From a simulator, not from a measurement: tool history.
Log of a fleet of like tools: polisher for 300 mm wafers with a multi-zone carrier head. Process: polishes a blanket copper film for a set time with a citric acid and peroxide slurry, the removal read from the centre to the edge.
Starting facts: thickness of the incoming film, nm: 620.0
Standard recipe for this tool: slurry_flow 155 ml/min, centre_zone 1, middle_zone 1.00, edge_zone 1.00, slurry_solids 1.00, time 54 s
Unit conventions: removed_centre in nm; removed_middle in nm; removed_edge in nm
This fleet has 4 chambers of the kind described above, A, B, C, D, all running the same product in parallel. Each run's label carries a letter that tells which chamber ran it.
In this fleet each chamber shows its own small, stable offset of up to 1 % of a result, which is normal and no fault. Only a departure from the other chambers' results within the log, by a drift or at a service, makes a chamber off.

| run | day | slurry_flow | centre_zone | middle_zone | edge_zone | slurry_solids | time | removed_centre | removed_middle | removed_edge |
|---|---|---|---|---|---|---|---|---|---|---|
| 1D | 0.158 | 155 | 1 | 1.00 | 1.00 | 1.00 | 54 | 86.914 | 87.106 | 87.591 |
| 2C | 0.458 | 155 | 1 | 1.00 | 1.00 | 1.00 | 54 | 86.725 | 85.733 | 87.687 |
| 3B | 0.704 | 155 | 1 | 1.00 | 1.00 | 1.00 | 54 | 88.040 | 89.090 | 89.720 |
| 4A | 0.971 | 155 | 1 | 1.00 | 1.00 | 1.00 | 54 | 86.866 | 85.697 | 86.633 |
| 5B | 1.196 | 155 | 1 | 1.00 | 1.00 | 1.00 | 54 | 86.209 | 84.965 | 86.998 |
|  | 1.342 | chamber B: slurry nozzle cleaned |
| 6A | 1.408 | 155 | 1 | 1.00 | 1.00 | 1.00 | 54 | 87.710 | 87.946 | 86.581 |
|  | 1.450 | chamber A: worn pad replaced by a new one |
| 7D | 1.625 | 155 | 1 | 1.00 | 1.00 | 1.00 | 54 | 88.097 | 88.147 | 87.998 |
|  | 1.688 | chamber B: worn pad replaced by a new one |
| 8C | 1.792 | 155 | 1 | 1.00 | 1.00 | 1.00 | 54 | 87.456 | 87.443 | 88.833 |
| 9D | 2.046 | 155 | 1 | 1.00 | 1.00 | 1.00 | 54 | 87.412 | 87.419 | 86.241 |
| 10B | 2.333 | 155 | 1 | 1.00 | 1.00 | 1.00 | 54 | 86.242 | 85.294 | 87.259 |
|  | 2.500 | chamber D: slurry nozzle cleaned |
| 11C | 2.542 | 155 | 1 | 1.00 | 1.00 | 1.00 | 54 | 86.839 | 86.304 | 88.149 |
| 12A | 2.871 | 155 | 1 | 1.00 | 1.00 | 1.00 | 54 | 87.389 | 85.995 | 88.376 |
| 13C | 3.146 | 155 | 1 | 1.00 | 1.00 | 1.00 | 54 | 86.019 | 86.097 | 87.867 |
|  | 3.196 | chamber D: edge zone pressure recalibrated |
| 14A | 3.433 | 155 | 1 | 1.07 | 1.00 | 1.00 | 54 | 86.108 | 92.799 | 87.260 |
| 15B | 3.600 | 155 | 1 | 1.07 | 1.00 | 1.00 | 54 | 85.114 | 90.243 | 87.451 |
| 16D | 3.796 | 155 | 1 | 1.07 | 1.00 | 1.00 | 54 | 87.310 | 93.475 | 86.016 |
|  | 3.946 | chamber B: worn pad replaced by a new one |
|  | 4.004 | chamber D: worn pad replaced by a new one |
| 17B | 4.012 | 155 | 1 | 1.07 | 1.00 | 1.00 | 54 | 85.934 | 94.788 | 87.860 |
| 18D | 4.204 | 155 | 1 | 1.00 | 1.00 | 1.00 | 54 | 87.640 | 88.082 | 87.597 |
| 19A | 4.404 | 155 | 1 | 1.00 | 1.00 | 1.00 | 54 | 88.431 | 84.799 | 86.905 |
| 20C | 4.671 | 155 | 1 | 1.00 | 1.00 | 1.00 | 54 | 86.769 | 88.578 | 88.474 |
|  | 4.804 | chamber C: worn pad replaced by a new one |
| 21A | 4.842 | 155 | 1 | 1.00 | 1.00 | 1.00 | 54 | 87.607 | 86.102 | 87.339 |
|  | 4.996 | chamber A: worn pad replaced by a new one |
| 22B | 5.171 | 155 | 1 | 1.00 | 1.00 | 1.00 | 54 | 84.073 | 87.380 | 88.627 |
| 23C | 5.417 | 155 | 1 | 1.00 | 1.00 | 1.00 | 54 | 86.619 | 87.089 | 88.834 |
| 24D | 5.662 | 155 | 1 | 1.00 | 1.00 | 1.00 | 54 | 87.459 | 86.403 | 88.583 |
|  | 5.783 | chamber C: centre zone pressure recalibrated |
| 25C | 5.858 | 155 | 1 | 1.00 | 1.00 | 1.00 | 54 | 86.649 | 86.567 | 88.138 |
| 26B | 6.012 | 155 | 1 | 1.00 | 1.00 | 1.00 | 54 | 84.190 | 84.651 | 87.056 |
| 27A | 6.200 | 155 | 1 | 1.00 | 1.00 | 1.00 | 54 | 88.184 | 88.628 | 86.827 |
| 28D | 6.492 | 155 | 1 | 1.00 | 1.00 | 1.00 | 54 | 87.677 | 88.368 | 87.393 |
| 29B | 6.721 | 155 | 1 | 1.00 | 1.00 | 1.00 | 54 | 84.050 | 85.984 | 87.213 |
|  | 6.783 | chamber B: worn pad replaced by a new one |
| 30A | 7.008 | 155 | 1 | 1.00 | 1.00 | 1.00 | 54 | 87.831 | 87.306 | 88.473 |
| 31C | 7.267 | 155 | 1 | 1.00 | 1.00 | 1.00 | 54 | 87.566 | 87.866 | 89.316 |
| 32D | 7.596 | 155 | 1 | 1.00 | 1.00 | 1.00 | 54 | 87.416 | 88.144 | 88.223 |
| 33C | 7.779 | 155 | 1 | 1.00 | 1.00 | 1.00 | 54 | 86.972 | 86.026 | 88.026 |
| 34A | 7.958 | 155 | 1 | 1.00 | 1.11 | 1.15 | 54 | 90.387 | 89.165 | 95.279 |
| 35B | 8.229 | 155 | 1 | 1.00 | 1.11 | 1.15 | 54 | 86.524 | 87.311 | 94.417 |
|  | 8.358 | chamber A: worn pad replaced by a new one |
| 36D | 8.408 | 155 | 1 | 1.00 | 1.11 | 1.15 | 54 | 90.471 | 89.455 | 94.610 |
| 37C | 8.558 | 155 | 1 | 1.00 | 1.11 | 1.15 | 54 | 89.642 | 90.144 | 95.652 |
| 38B | 8.825 | 155 | 1 | 1.00 | 1.00 | 1.00 | 54 | 83.002 | 85.561 | 87.920 |
|  | 8.904 | chamber D: worn pad replaced by a new one |
| 39D | 9.062 | 155 | 1 | 1.00 | 1.00 | 1.00 | 54 | 87.966 | 87.455 | 87.229 |
| 40A | 9.283 | 155 | 1 | 1.00 | 1.00 | 1.00 | 54 | 87.877 | 87.311 | 87.389 |
|  | 9.479 | chamber B: worn pad replaced by a new one |
| 41D | 9.617 | 155 | 1 | 1.00 | 1.00 | 1.00 | 54 | 87.418 | 88.155 | 86.561 |
| 42C | 9.875 | 155 | 1 | 1.00 | 1.00 | 1.00 | 54 | 86.947 | 85.602 | 87.475 |
| 43A | 10.025 | 155 | 1 | 1.00 | 1.00 | 1.00 | 54 | 87.435 | 88.863 | 86.117 |
| 44B | 10.200 | 155 | 1 | 1.00 | 1.00 | 1.00 | 54 | 82.541 | 85.078 | 87.972 |

Has any chamber moved away from the others, gradually or after a service, or does the common gauge drift, or do the chambers differ only by their own small steady offsets? State the chamber and the most likely cause if one applies.

One chamber, B, drifts off from the rest bit by bit.
Cause: centre zone's pressure below its setpoint, % = 4.9.

Chamber B could run next with any of the 4 candidate recipes listed below; each alters the usual settings, and their results appear as question marks. Which one brings its results back in line with what the other chambers deliver on the usual settings?
In line means no further than this from the other chambers' mean on the usual settings: removed_centre 1.900 nm; removed_middle 3.900 nm; removed_edge 2.600 nm
| 45B-1 | 10.438 | 155 | 0.98 | 1.00 | 1.01 | 1.00 | 54 | ? | ? | ? |
| 45B-2 | 10.438 | 160 | 1.05 | 0.99 | 0.98 | 1.00 | 54 | ? | ? | ? |
| 45B-3 | 10.438 | 150 | 0.95 | 1.01 | 1.02 | 1.00 | 54 | ? | ? | ? |
| 45B-4 | 10.438 | 155 | 1.02 | 1.00 | 0.99 | 1.00 | 54 | ? | ? | ? |

On the usual settings, the other chambers give on average: removed_centre 87.375 nm; removed_middle 86.832 nm; removed_edge 87.531 nm
| run | removed_centre | removed_middle | removed_edge |
|---|---|---|---|
| 45B-1 | 80.328 | 86.877 | 87.948 |
| 45B-2 | 87.244 | 86.545 | 86.961 |
| 45B-3 | 77.068 | 87.153 | 87.992 |
| 45B-4 | 83.955 | 86.861 | 87.036 |
45B-2 brings the chamber back in line.

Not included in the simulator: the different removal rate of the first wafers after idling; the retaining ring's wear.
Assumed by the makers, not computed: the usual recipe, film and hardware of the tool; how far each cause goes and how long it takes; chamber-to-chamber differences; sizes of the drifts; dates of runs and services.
